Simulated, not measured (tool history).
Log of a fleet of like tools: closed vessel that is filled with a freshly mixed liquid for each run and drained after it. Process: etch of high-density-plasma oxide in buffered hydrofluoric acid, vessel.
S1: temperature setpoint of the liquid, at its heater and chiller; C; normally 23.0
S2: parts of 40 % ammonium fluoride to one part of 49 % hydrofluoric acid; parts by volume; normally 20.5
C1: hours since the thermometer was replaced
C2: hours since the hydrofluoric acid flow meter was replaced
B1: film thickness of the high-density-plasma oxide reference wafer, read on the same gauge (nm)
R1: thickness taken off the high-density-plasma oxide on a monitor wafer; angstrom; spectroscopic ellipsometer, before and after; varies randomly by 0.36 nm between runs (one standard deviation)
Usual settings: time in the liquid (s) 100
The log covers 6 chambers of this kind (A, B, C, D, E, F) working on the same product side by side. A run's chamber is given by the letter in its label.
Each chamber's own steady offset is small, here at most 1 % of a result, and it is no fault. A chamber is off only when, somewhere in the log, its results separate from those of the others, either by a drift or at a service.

Run 1A, hour 14.0: usual settings; C1 827.5; C2 903.9; B1 40.016. Result: R1 590.22 angstrom.
Run 2C, hour 25.2: usual settings; C1 868.6; C2 1170.1; B1 39.981. Result: R1 588.03 angstrom.
Run 3F, hour 38.1: usual settings; C1 870.5; C2 700.6; B1 40.012. Result: R1 585.83 angstrom.
Run 4D, hour 54.3: usual settings; C1 318.2; C2 261.2; B1 39.969. Result: R1 587.78 angstrom.
Run 5E, hour 68.4: usual settings; C1 2136.7; C2 154.8; B1 39.994. Result: R1 589.53 angstrom.
Run 6B, hour 79.6: usual settings; C1 1461.4; C2 514.3; B1 39.977. Result: R1 581.78 angstrom.
Run 7D, hour 95.0: usual settings; C1 358.9; C2 301.9; B1 39.956. Result: R1 582.85 angstrom.
At hour 98.5: chamber C: hydrofluoric acid flow meter replaced.
Run 8B, hour 106.4: usual settings; C1 1488.2; C2 541.1; B1 39.999. Result: R1 583.86 angstrom.
Run 9E, hour 118.1: usual settings; C1 2186.4; C2 204.5; B1 39.968. Result: R1 585.80 angstrom.
Run 10F, hour 131.2: usual settings; C1 963.6; C2 793.7; B1 39.993. Result: R1 580.41 angstrom.
Run 11A, hour 146.0: usual settings; C1 959.5; C2 1035.9; B1 39.979. Result: R1 589.29 angstrom.
Run 12C, hour 157.9: usual settings; C1 1001.3; C2 59.5; B1 40.012. Result: R1 583.48 angstrom.
Run 13C, hour 172.4: usual settings; C1 1015.8; C2 74.0; B1 40.014. Result: R1 578.15 angstrom.
Run 14B, hour 181.8: usual settings; C1 1563.6; C2 616.5; B1 40.012. Result: R1 580.58 angstrom.
Run 15A, hour 197.4: usual settings; C1 1010.9; C2 1087.3; B1 40.007. Result: R1 591.15 angstrom.
Run 16D, hour 206.6: usual settings but S2 15.5 parts by volume; C1 470.5; C2 413.5; B1 39.980. Result: R1 759.88 angstrom.
Run 17F, hour 217.5: usual settings but S2 15.5 parts by volume; C1 1049.9; C2 880.0; B1 39.996. Result: R1 770.24 angstrom.
Run 18E, hour 227.6: usual settings but S2 15.5 parts by volume; C1 2295.9; C2 314.0; B1 39.987. Result: R1 772.45 angstrom.
Run 19C, hour 240.7: usual settings but S2 15.5 parts by volume; C1 1084.1; C2 142.3; B1 40.013. Result: R1 765.62 angstrom.
Run 20B, hour 249.0: usual settings but S2 15.5 parts by volume; C1 1630.8; C2 683.7; B1 39.988. Result: R1 765.38 angstrom.
Run 21D, hour 256.9: usual settings but S2 15.5 parts by volume; C1 520.8; C2 463.8; B1 39.984. Result: R1 755.06 angstrom.
Run 22A, hour 265.1: usual settings; C1 1078.6; C2 1155.0; B1 39.999. Result: R1 591.80 angstrom.
Run 23E, hour 272.5: usual settings; C1 2340.8; C2 358.9; B1 39.977. Result: R1 588.71 angstrom.
Run 24F, hour 282.5: usual settings but time in the liquid (s) 135; C1 1114.9; C2 945.0; B1 40.011. Result: R1 791.80 angstrom.
Run 25F, hour 295.4: usual settings but time in the liquid (s) 135; C1 1127.8; C2 957.9; B1 40.014. Result: R1 783.74 angstrom.
Run 26E, hour 310.9: usual settings but time in the liquid (s) 135; C1 2379.2; C2 397.3; B1 39.994. Result: R1 796.05 angstrom.
Run 27A, hour 326.0: usual settings but time in the liquid (s) 135; C1 1139.5; C2 1215.9; B1 39.991. Result: R1 793.42 angstrom.
Run 28C, hour 333.6: usual settings but time in the liquid (s) 135; C1 1177.0; C2 235.2; B1 40.004. Result: R1 792.49 angstrom.
At hour 342.7: chamber B: thermometer replaced.
Run 29D, hour 347.2: usual settings but time in the liquid (s) 135; C1 611.1; C2 554.1; B1 40.019. Result: R1 762.22 angstrom.
Run 30B, hour 357.7: usual settings; C1 15.0; C2 792.4; B1 40.002. Result: R1 584.02 angstrom.
Run 31E, hour 370.0: usual settings; C1 2438.3; C2 456.4; B1 40.019. Result: R1 587.07 angstrom.
Run 32C, hour 385.0: usual settings; C1 1228.4; C2 286.6; B1 40.013. Result: R1 590.24 angstrom.
Run 33D, hour 395.9: usual settings; C1 659.8; C2 602.8; B1 39.993. Result: R1 563.75 angstrom.
Run 34F, hour 403.1: usual settings but S1 27.5 C; C1 1235.5; C2 1065.6; B1 40.018. Result: R1 746.81 angstrom.
Run 35A, hour 418.9: usual settings but S1 27.5 C; C1 1232.4; C2 1308.8; B1 40.014. Result: R1 745.91 angstrom.
Run 36B, hour 428.7: usual settings but S1 27.5 C; C1 86.0; C2 863.4; B1 39.969. Result: R1 741.44 angstrom.
Run 37B, hour 439.7: usual settings but S1 27.5 C; C1 97.0; C2 874.4; B1 39.989. Result: R1 742.86 angstrom.

Each of the 6 chambers runs these same settings next. Fill in every chamber's results:
Run 38A, hour 451.5: usual settings. Result: R1 ?.
Run 38B, hour 451.5: usual settings. Result: R1 ?.
Run 38C, hour 451.5: usual settings. Result: R1 ?.
Run 38D, hour 451.5: usual settings. Result: R1 ?.
Run 38E, hour 451.5: usual settings. Result: R1 ?.
Run 38F, hour 451.5: usual settings. Result: R1 ?.

run      R1
38A  586.76
38B  587.09
38C  584.73
38D  571.73
38E  590.47
38F  583.09
